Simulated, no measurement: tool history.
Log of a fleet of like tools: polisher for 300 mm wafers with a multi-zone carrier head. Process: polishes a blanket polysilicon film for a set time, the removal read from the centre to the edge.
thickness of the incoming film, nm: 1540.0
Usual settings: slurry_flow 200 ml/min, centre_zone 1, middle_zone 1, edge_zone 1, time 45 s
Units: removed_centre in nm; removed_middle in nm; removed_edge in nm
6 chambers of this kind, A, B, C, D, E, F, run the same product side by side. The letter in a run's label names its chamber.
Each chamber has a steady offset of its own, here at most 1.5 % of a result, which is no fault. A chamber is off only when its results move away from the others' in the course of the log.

Run 1C, hour 4.5: usual settings. Result: removed_centre 391.93 nm, removed_middle 396.56 nm, removed_edge 397.16 nm.
At hour 5.1: chamber D: worn pad replaced by a new one.
Run 2D, hour 10: usual settings. Result: removed_centre 394.53 nm, removed_middle 391.98 nm, removed_edge 388.26 nm.
Run 3A, hour 17.2: usual settings. Result: removed_centre 399.54 nm, removed_middle 397.4 nm, removed_edge 389.47 nm.
At hour 25.6: chamber B: worn pad replaced by a new one.
Run 4B, hour 26.5: usual settings. Result: removed_centre 393.6 nm, removed_middle 389.38 nm, removed_edge 389.77 nm.
Run 5E, hour 33.5: usual settings. Result: removed_centre 392.33 nm, removed_middle 383.16 nm, removed_edge 381.92 nm.
Run 6F, hour 39: usual settings. Result: removed_centre 393.32 nm, removed_middle 385.3 nm, removed_edge 393.67 nm.
Run 7A, hour 48.3: usual settings. Result: removed_centre 394.89 nm, removed_middle 391.4 nm, removed_edge 392.32 nm.
Run 8E, hour 56.5: usual settings. Result: removed_centre 391.72 nm, removed_middle 391.27 nm, removed_edge 384.96 nm.
At hour 58.8: chamber A: worn pad replaced by a new one.
At hour 63.2: chamber F: worn pad replaced by a new one.
At hour 64.1: chamber A: centre zone pressure recalibrated.
Run 9B, hour 65.8: usual settings. Result: removed_centre 397.25 nm, removed_middle 391.73 nm, removed_edge 397.5 nm.
Run 10D, hour 74.8: usual settings. Result: removed_centre 396.47 nm, removed_middle 393.39 nm, removed_edge 383.34 nm.
At hour 75.7: chamber F: slurry nozzle cleaned.
Run 11C, hour 80.4: usual settings but centre_zone 0.92, edge_zone 0.89. Result: removed_centre 350.49 nm, removed_middle 391.17 nm, removed_edge 372.94 nm.
At hour 82.8: chamber B: worn pad replaced by a new one.
Run 12F, hour 87.5: usual settings but centre_zone 0.92, edge_zone 0.89. Result: removed_centre 356.19 nm, removed_middle 391.6 nm, removed_edge 365 nm.
Run 13C, hour 95: usual settings but centre_zone 0.92, edge_zone 0.89. Result: removed_centre 357.68 nm, removed_middle 399.94 nm, removed_edge 369.91 nm.
Run 14D, hour 101: usual settings but centre_zone 0.92, edge_zone 0.89. Result: removed_centre 354.16 nm, removed_middle 395.69 nm, removed_edge 363.77 nm.
Run 15A, hour 108.7: usual settings but centre_zone 0.92, edge_zone 0.89. Result: removed_centre 358.82 nm, removed_middle 393.42 nm, removed_edge 378.42 nm.
At hour 109.2: chamber E: worn pad replaced by a new one.
Run 16E, hour 117.9: usual settings but centre_zone 0.92, edge_zone 0.89. Result: removed_centre 357.12 nm, removed_middle 405.47 nm, removed_edge 364.86 nm.
At hour 119.8: chamber C: worn pad replaced by a new one.
Run 17F, hour 125.6: usual settings. Result: removed_centre 389.13 nm, removed_middle 391.21 nm, removed_edge 392.87 nm.
At hour 129.1: chamber B: slurry nozzle cleaned.
Run 18B, hour 134.7: usual settings but slurry_flow 165 ml/min, time 37 s. Result: removed_centre 312.31 nm, removed_middle 310.41 nm, removed_edge 319.84 nm.
At hour 137.8: chamber B: worn pad replaced by a new one.
Run 19E, hour 142.5: usual settings but slurry_flow 165 ml/min, time 37 s. Result: removed_centre 302.38 nm, removed_middle 312.56 nm, removed_edge 310.67 nm.
Run 20F, hour 150: usual settings but slurry_flow 165 ml/min, time 37 s. Result: removed_centre 312.07 nm, removed_middle 308.14 nm, removed_edge 314.13 nm.
Run 21D, hour 155.2: usual settings but slurry_flow 165 ml/min, time 37 s. Result: removed_centre 308.21 nm, removed_middle 307.38 nm, removed_edge 310.55 nm.
At hour 156.4: chamber D: worn pad replaced by a new one.
Run 22C, hour 161.6: usual settings but slurry_flow 165 ml/min, time 37 s. Result: removed_centre 312.64 nm, removed_middle 316.43 nm, removed_edge 319.77 nm.
Run 23B, hour 167.2: usual settings but slurry_flow 165 ml/min, time 37 s. Result: removed_centre 314.95 nm, removed_middle 313.98 nm, removed_edge 315.73 nm.
At hour 167.5: chamber B: centre zone pressure recalibrated.
Run 24A, hour 173.4: usual settings. Result: removed_centre 381.66 nm, removed_middle 385.45 nm, removed_edge 391.09 nm.
Run 25B, hour 179.1: usual settings. Result: removed_centre 389.79 nm, removed_middle 385.22 nm, removed_edge 401.27 nm.
Run 26F, hour 185.8: usual settings. Result: removed_centre 387.02 nm, removed_middle 396.05 nm, removed_edge 386.57 nm.
Run 27E, hour 192.6: usual settings. Result: removed_centre 392.08 nm, removed_middle 400.31 nm, removed_edge 388.14 nm.
At hour 199.1: chamber D: slurry nozzle cleaned.
Run 28D, hour 200.1: usual settings. Result: removed_centre 392.11 nm, removed_middle 396.74 nm, removed_edge 394.58 nm.
At hour 200.9: chamber F: worn pad replaced by a new one.
At hour 203.8: chamber B: edge zone pressure recalibrated.
At hour 206: chamber B: worn pad replaced by a new one.
Run 29C, hour 206.9: usual settings. Result: removed_centre 395.76 nm, removed_middle 382.67 nm, removed_edge 398.39 nm.
At hour 214.2: chamber C: centre zone pressure recalibrated.
Run 30A, hour 216.4: usual settings. Result: removed_centre 374.7 nm, removed_middle 373.17 nm, removed_edge 388.96 nm.
Run 31B, hour 222.6: usual settings. Result: removed_centre 395.18 nm, removed_middle 396.71 nm, removed_edge 389.98 nm.
At hour 223.9: chamber E: slurry nozzle cleaned.
Run 32F, hour 227.6: usual settings. Result: removed_centre 390.8 nm, removed_middle 390.41 nm, removed_edge 385.37 nm.
At hour 233.4: chamber A: worn pad replaced by a new one.
Run 33E, hour 233.5: usual settings. Result: removed_centre 386.69 nm, removed_middle 390.55 nm, removed_edge 389.64 nm.
Run 34D, hour 238.1: usual settings. Result: removed_centre 392.01 nm, removed_middle 387.44 nm, removed_edge 389.31 nm.
At hour 238.5: chamber C: worn pad replaced by a new one.
At hour 240.2: chamber E: worn pad replaced by a new one.
Run 35A, hour 246.2: usual settings but slurry_flow 230 ml/min. Result: removed_centre 380.95 nm, removed_middle 385.75 nm, removed_edge 387.87 nm.
Run 36C, hour 252.8: usual settings but slurry_flow 230 ml/min. Result: removed_centre 404.01 nm, removed_middle 403.34 nm, removed_edge 408.73 nm.
Run 37E, hour 257.4: usual settings but slurry_flow 230 ml/min. Result: removed_centre 398.64 nm, removed_middle 395.72 nm, removed_edge 393.94 nm.
Run 38F, hour 262.9: usual settings but slurry_flow 230 ml/min. Result: removed_centre 392.84 nm, removed_middle 391.61 nm, removed_edge 398.82 nm.
Run 39C, hour 267.5: usual settings but slurry_flow 230 ml/min. Result: removed_centre 405.19 nm, removed_middle 405.21 nm, removed_edge 401.73 nm.
At hour 271.5: chamber D: worn pad replaced by a new one.
Run 40D, hour 273.9: usual settings but slurry_flow 230 ml/min. Result: removed_centre 407.02 nm, removed_middle 413.2 nm, removed_edge 395.2 nm.
Run 41A, hour 282.1: usual settings. Result: removed_centre 354.49 nm, removed_middle 364.38 nm, removed_edge 373.47 nm.

Next, every chamber runs the same settings. What will each give?
Run 42A, hour 289.2: usual settings. Result: removed_centre ?, removed_middle ?, removed_edge ?.
Run 42B, hour 289.2: usual settings. Result: removed_centre ?, removed_middle ?, removed_edge ?.
Run 42C, hour 289.2: usual settings. Result: removed_centre ?, removed_middle ?, removed_edge ?.
Run 42D, hour 289.2: usual settings. Result: removed_centre ?, removed_middle ?, removed_edge ?.
Run 42E, hour 289.2: usual settings. Result: removed_centre ?, removed_middle ?, removed_edge ?.
Run 42F, hour 289.2: usual settings. Result: removed_centre ?, removed_middle ?, removed_edge ?.

run  removed_centre  removed_middle  removed_edge
42A          355.04           347.6        368.36
42B          388.94          396.02        398.02
42C          390.08          402.82        394.06
42D          397.82          395.03        396.06
42E          386.44          393.34        385.57
42F          381.58          381.41        387.61
